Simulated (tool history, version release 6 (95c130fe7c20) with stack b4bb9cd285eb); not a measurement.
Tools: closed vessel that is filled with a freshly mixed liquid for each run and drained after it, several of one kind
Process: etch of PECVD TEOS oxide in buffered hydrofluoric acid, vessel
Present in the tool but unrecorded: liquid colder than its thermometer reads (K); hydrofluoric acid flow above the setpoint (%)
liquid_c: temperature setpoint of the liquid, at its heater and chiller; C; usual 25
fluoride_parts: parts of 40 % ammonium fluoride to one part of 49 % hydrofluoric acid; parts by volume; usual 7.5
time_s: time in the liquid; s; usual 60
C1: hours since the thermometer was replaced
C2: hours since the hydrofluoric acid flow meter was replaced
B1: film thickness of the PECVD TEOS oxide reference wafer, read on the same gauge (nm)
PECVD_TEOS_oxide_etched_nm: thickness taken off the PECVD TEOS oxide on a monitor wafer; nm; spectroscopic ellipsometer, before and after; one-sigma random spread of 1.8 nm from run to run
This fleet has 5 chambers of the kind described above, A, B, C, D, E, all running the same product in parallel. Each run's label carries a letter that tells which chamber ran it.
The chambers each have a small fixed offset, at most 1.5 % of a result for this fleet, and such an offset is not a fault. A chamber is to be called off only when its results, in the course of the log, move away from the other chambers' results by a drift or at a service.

{"run": "1C", "day": 0.1, "liquid_c": 25, "fluoride_parts": 7.5, "time_s": 60, "C1": 1962.9, "C2": 629.4, "B1": 70.036, "PECVD_TEOS_oxide_etched_nm": 222.15}
{"run": "2D", "day": 0.279, "liquid_c": 25, "fluoride_parts": 7.5, "time_s": 60, "C1": 1248, "C2": 2133.8, "B1": 69.985, "PECVD_TEOS_oxide_etched_nm": 219.81}
{"run": "3A", "day": 0.429, "liquid_c": 25, "fluoride_parts": 7.5, "time_s": 60, "C1": 1093.5, "C2": 548, "B1": 70.03, "PECVD_TEOS_oxide_etched_nm": 219.52}
{"day": 0.521, "done": "chamber A: hydrofluoric acid flow meter replaced"}
{"run": "4E", "day": 0.575, "liquid_c": 25, "fluoride_parts": 7.5, "time_s": 60, "C1": 609.5, "C2": 316.1, "B1": 70.018, "PECVD_TEOS_oxide_etched_nm": 215.68}
{"day": 0.596, "done": "chamber B: hydrofluoric acid flow meter replaced"}
{"run": "5B", "day": 0.696, "liquid_c": 25, "fluoride_parts": 7.5, "time_s": 60, "C1": 1364.6, "C2": 2.4, "B1": 70.033, "PECVD_TEOS_oxide_etched_nm": 224.68}
{"run": "6D", "day": 0.825, "liquid_c": 25, "fluoride_parts": 7.5, "time_s": 60, "C1": 1261.1, "C2": 2146.9, "B1": 70.034, "PECVD_TEOS_oxide_etched_nm": 219.52}
{"run": "7E", "day": 0.946, "liquid_c": 25, "fluoride_parts": 7.5, "time_s": 60, "C1": 618.4, "C2": 325, "B1": 70.011, "PECVD_TEOS_oxide_etched_nm": 217.45}
{"run": "8C", "day": 1.112, "liquid_c": 25, "fluoride_parts": 7.5, "time_s": 60, "C1": 1987.2, "C2": 653.7, "B1": 70.016, "PECVD_TEOS_oxide_etched_nm": 218.95}
{"run": "9A", "day": 1.204, "liquid_c": 25, "fluoride_parts": 7.5, "time_s": 60, "C1": 1112.1, "C2": 16.5, "B1": 70.01, "PECVD_TEOS_oxide_etched_nm": 219.98}
{"run": "10B", "day": 1.371, "liquid_c": 25, "fluoride_parts": 7.5, "time_s": 60, "C1": 1380.8, "C2": 18.6, "B1": 69.992, "PECVD_TEOS_oxide_etched_nm": 219.44}
{"run": "11B", "day": 1.458, "liquid_c": 25, "fluoride_parts": 7.5, "time_s": 60, "C1": 1382.9, "C2": 20.7, "B1": 70.015, "PECVD_TEOS_oxide_etched_nm": 220.78}
{"run": "12D", "day": 1.604, "liquid_c": 25, "fluoride_parts": 7.5, "time_s": 60, "C1": 1279.8, "C2": 2165.6, "B1": 69.992, "PECVD_TEOS_oxide_etched_nm": 222.52}
{"run": "13A", "day": 1.717, "liquid_c": 25, "fluoride_parts": 7.5, "time_s": 60, "C1": 1124.4, "C2": 28.8, "B1": 70.017, "PECVD_TEOS_oxide_etched_nm": 220.28}
{"run": "14C", "day": 1.867, "liquid_c": 25, "fluoride_parts": 9, "time_s": 60, "C1": 2005.3, "C2": 671.8, "B1": 70.01, "PECVD_TEOS_oxide_etched_nm": 182.74}
{"run": "15E", "day": 2.004, "liquid_c": 25, "fluoride_parts": 9, "time_s": 60, "C1": 643.8, "C2": 350.4, "B1": 69.979, "PECVD_TEOS_oxide_etched_nm": 173.87}
{"run": "16A", "day": 2.167, "liquid_c": 25, "fluoride_parts": 9, "time_s": 60, "C1": 1135.2, "C2": 39.6, "B1": 70.039, "PECVD_TEOS_oxide_etched_nm": 181.4}
{"run": "17C", "day": 2.3, "liquid_c": 25, "fluoride_parts": 9, "time_s": 60, "C1": 2015.7, "C2": 682.2, "B1": 69.936, "PECVD_TEOS_oxide_etched_nm": 180.4}
{"run": "18B", "day": 2.4, "liquid_c": 25, "fluoride_parts": 9, "time_s": 60, "C1": 1405.5, "C2": 43.3, "B1": 69.996, "PECVD_TEOS_oxide_etched_nm": 181.7}
{"run": "19D", "day": 2.554, "liquid_c": 25, "fluoride_parts": 7.5, "time_s": 60, "C1": 1302.6, "C2": 2188.4, "B1": 70.045, "PECVD_TEOS_oxide_etched_nm": 223.07}
{"run": "20E", "day": 2.717, "liquid_c": 25, "fluoride_parts": 7.5, "time_s": 60, "C1": 660.9, "C2": 367.5, "B1": 70.013, "PECVD_TEOS_oxide_etched_nm": 211.65}
{"run": "21A", "day": 2.858, "liquid_c": 25, "fluoride_parts": 7.5, "time_s": 60, "C1": 1151.8, "C2": 56.2, "B1": 70.003, "PECVD_TEOS_oxide_etched_nm": 219.6}
{"run": "22D", "day": 3.004, "liquid_c": 26.5, "fluoride_parts": 5, "time_s": 60, "C1": 1313.4, "C2": 2199.2, "B1": 69.994, "PECVD_TEOS_oxide_etched_nm": 346.36}
{"run": "23C", "day": 3.158, "liquid_c": 26.5, "fluoride_parts": 5, "time_s": 60, "C1": 2036.3, "C2": 702.8, "B1": 69.985, "PECVD_TEOS_oxide_etched_nm": 347.61}
{"run": "24B", "day": 3.254, "liquid_c": 26.5, "fluoride_parts": 5, "time_s": 60, "C1": 1426, "C2": 63.8, "B1": 69.985, "PECVD_TEOS_oxide_etched_nm": 347.71}
{"run": "25E", "day": 3.404, "liquid_c": 26.5, "fluoride_parts": 5, "time_s": 60, "C1": 677.4, "C2": 384, "B1": 69.98, "PECVD_TEOS_oxide_etched_nm": 324.03}
{"run": "26E", "day": 3.583, "liquid_c": 26.5, "fluoride_parts": 5, "time_s": 60, "C1": 681.7, "C2": 388.3, "B1": 69.991, "PECVD_TEOS_oxide_etched_nm": 325.65}
{"run": "27C", "day": 3.746, "liquid_c": 25, "fluoride_parts": 7.5, "time_s": 60, "C1": 2050.4, "C2": 716.9, "B1": 70.019, "PECVD_TEOS_oxide_etched_nm": 219.64}
{"run": "28A", "day": 3.854, "liquid_c": 25, "fluoride_parts": 7.5, "time_s": 60, "C1": 1175.7, "C2": 80.1, "B1": 70.029, "PECVD_TEOS_oxide_etched_nm": 222.59}
{"run": "29D", "day": 4.012, "liquid_c": 25, "fluoride_parts": 7.5, "time_s": 60, "C1": 1337.6, "C2": 2223.4, "B1": 69.988, "PECVD_TEOS_oxide_etched_nm": 222.07}
{"run": "30B", "day": 4.133, "liquid_c": 25, "fluoride_parts": 7.5, "time_s": 60, "C1": 1447.1, "C2": 84.9, "B1": 70.022, "PECVD_TEOS_oxide_etched_nm": 218.95}
{"run": "31D", "day": 4.275, "liquid_c": 25, "fluoride_parts": 7.5, "time_s": 60, "C1": 1343.9, "C2": 2229.7, "B1": 69.955, "PECVD_TEOS_oxide_etched_nm": 219.6}
{"run": "32A", "day": 4.421, "liquid_c": 25, "fluoride_parts": 9, "time_s": 60, "C1": 1189.3, "C2": 93.7, "B1": 69.971, "PECVD_TEOS_oxide_etched_nm": 181.06}
{"run": "33C", "day": 4.588, "liquid_c": 25, "fluoride_parts": 9, "time_s": 60, "C1": 2070.6, "C2": 737.1, "B1": 69.986, "PECVD_TEOS_oxide_etched_nm": 180.71}
{"run": "34E", "day": 4.671, "liquid_c": 25, "fluoride_parts": 9, "time_s": 60, "C1": 707.8, "C2": 414.4, "B1": 70.015, "PECVD_TEOS_oxide_etched_nm": 167.01}
{"run": "35B", "day": 4.833, "liquid_c": 25, "fluoride_parts": 9, "time_s": 60, "C1": 1463.9, "C2": 101.7, "B1": 70.012, "PECVD_TEOS_oxide_etched_nm": 182.35}
{"run": "36E", "day": 4.925, "liquid_c": 25, "fluoride_parts": 9, "time_s": 60, "C1": 713.9, "C2": 420.5, "B1": 70.008, "PECVD_TEOS_oxide_etched_nm": 166.86}
{"run": "37B", "day": 5.096, "liquid_c": 25, "fluoride_parts": 7.5, "time_s": 60, "C1": 1470.2, "C2": 108, "B1": 69.99, "PECVD_TEOS_oxide_etched_nm": 221.48}
{"run": "38C", "day": 5.183, "liquid_c": 25, "fluoride_parts": 7.5, "time_s": 60, "C1": 2084.9, "C2": 751.4, "B1": 69.998, "PECVD_TEOS_oxide_etched_nm": 219.54}
{"run": "39D", "day": 5.283, "liquid_c": 25, "fluoride_parts": 7.5, "time_s": 60, "C1": 1368.1, "C2": 2253.9, "B1": 69.976, "PECVD_TEOS_oxide_etched_nm": 217.02}
{"run": "40A", "day": 5.454, "liquid_c": 25, "fluoride_parts": 7.5, "time_s": 60, "C1": 1214.1, "C2": 118.5, "B1": 70.03, "PECVD_TEOS_oxide_etched_nm": 219.85}
{"run": "41B", "day": 5.6, "liquid_c": 25, "fluoride_parts": 7.5, "time_s": 60, "C1": 1482.3, "C2": 120.1, "B1": 70.004, "PECVD_TEOS_oxide_etched_nm": 220.62}

Which is it: a chamber that has drifted or been left off by a service, a gauge drift common to all chambers, or only each chamber's usual small offset? If a chamber is off, name it and its likeliest cause.

It is chamber E that slowly wanders off from its peers.
What lies behind it: liquid colder than its thermometer reads (K) = 1.19.
It could be hard to tell apart here from: hydrofluoric acid flow below the setpoint (%).

Chamber E could run next with any of the 4 candidate recipes listed below; each alters the usual settings, and their results appear as question marks. Which one brings its results back in line with what the other chambers deliver on the usual settings?
In line means no further than this from the other chambers' mean on the usual settings: PECVD_TEOS_oxide_etched_nm 6.4 nm
{"run": "42E-1", "day": 5.729, "liquid_c": 22.5, "fluoride_parts": 7.5, "time_s": 60, "PECVD_TEOS_oxide_etched_nm": "?"}
{"run": "42E-2", "day": 5.729, "liquid_c": 27.5, "fluoride_parts": 7.5, "time_s": 60, "PECVD_TEOS_oxide_etched_nm": "?"}
{"run": "42E-3", "day": 5.729, "liquid_c": 25, "fluoride_parts": 7, "time_s": 60, "PECVD_TEOS_oxide_etched_nm": "?"}
{"run": "42E-4", "day": 5.729, "liquid_c": 23.5, "fluoride_parts": 7.5, "time_s": 60, "PECVD_TEOS_oxide_etched_nm": "?"}

What the other chambers average on the usual settings: PECVD_TEOS_oxide_etched_nm 220.63 nm
run=42E-1 PECVD_TEOS_oxide_etched_nm=176.68
run=42E-2 PECVD_TEOS_oxide_etched_nm=232.06
run=42E-3 PECVD_TEOS_oxide_etched_nm=218.34
run=42E-4 PECVD_TEOS_oxide_etched_nm=186.72
42E-3 is the one that brings the chamber's results back in line with the other chambers.

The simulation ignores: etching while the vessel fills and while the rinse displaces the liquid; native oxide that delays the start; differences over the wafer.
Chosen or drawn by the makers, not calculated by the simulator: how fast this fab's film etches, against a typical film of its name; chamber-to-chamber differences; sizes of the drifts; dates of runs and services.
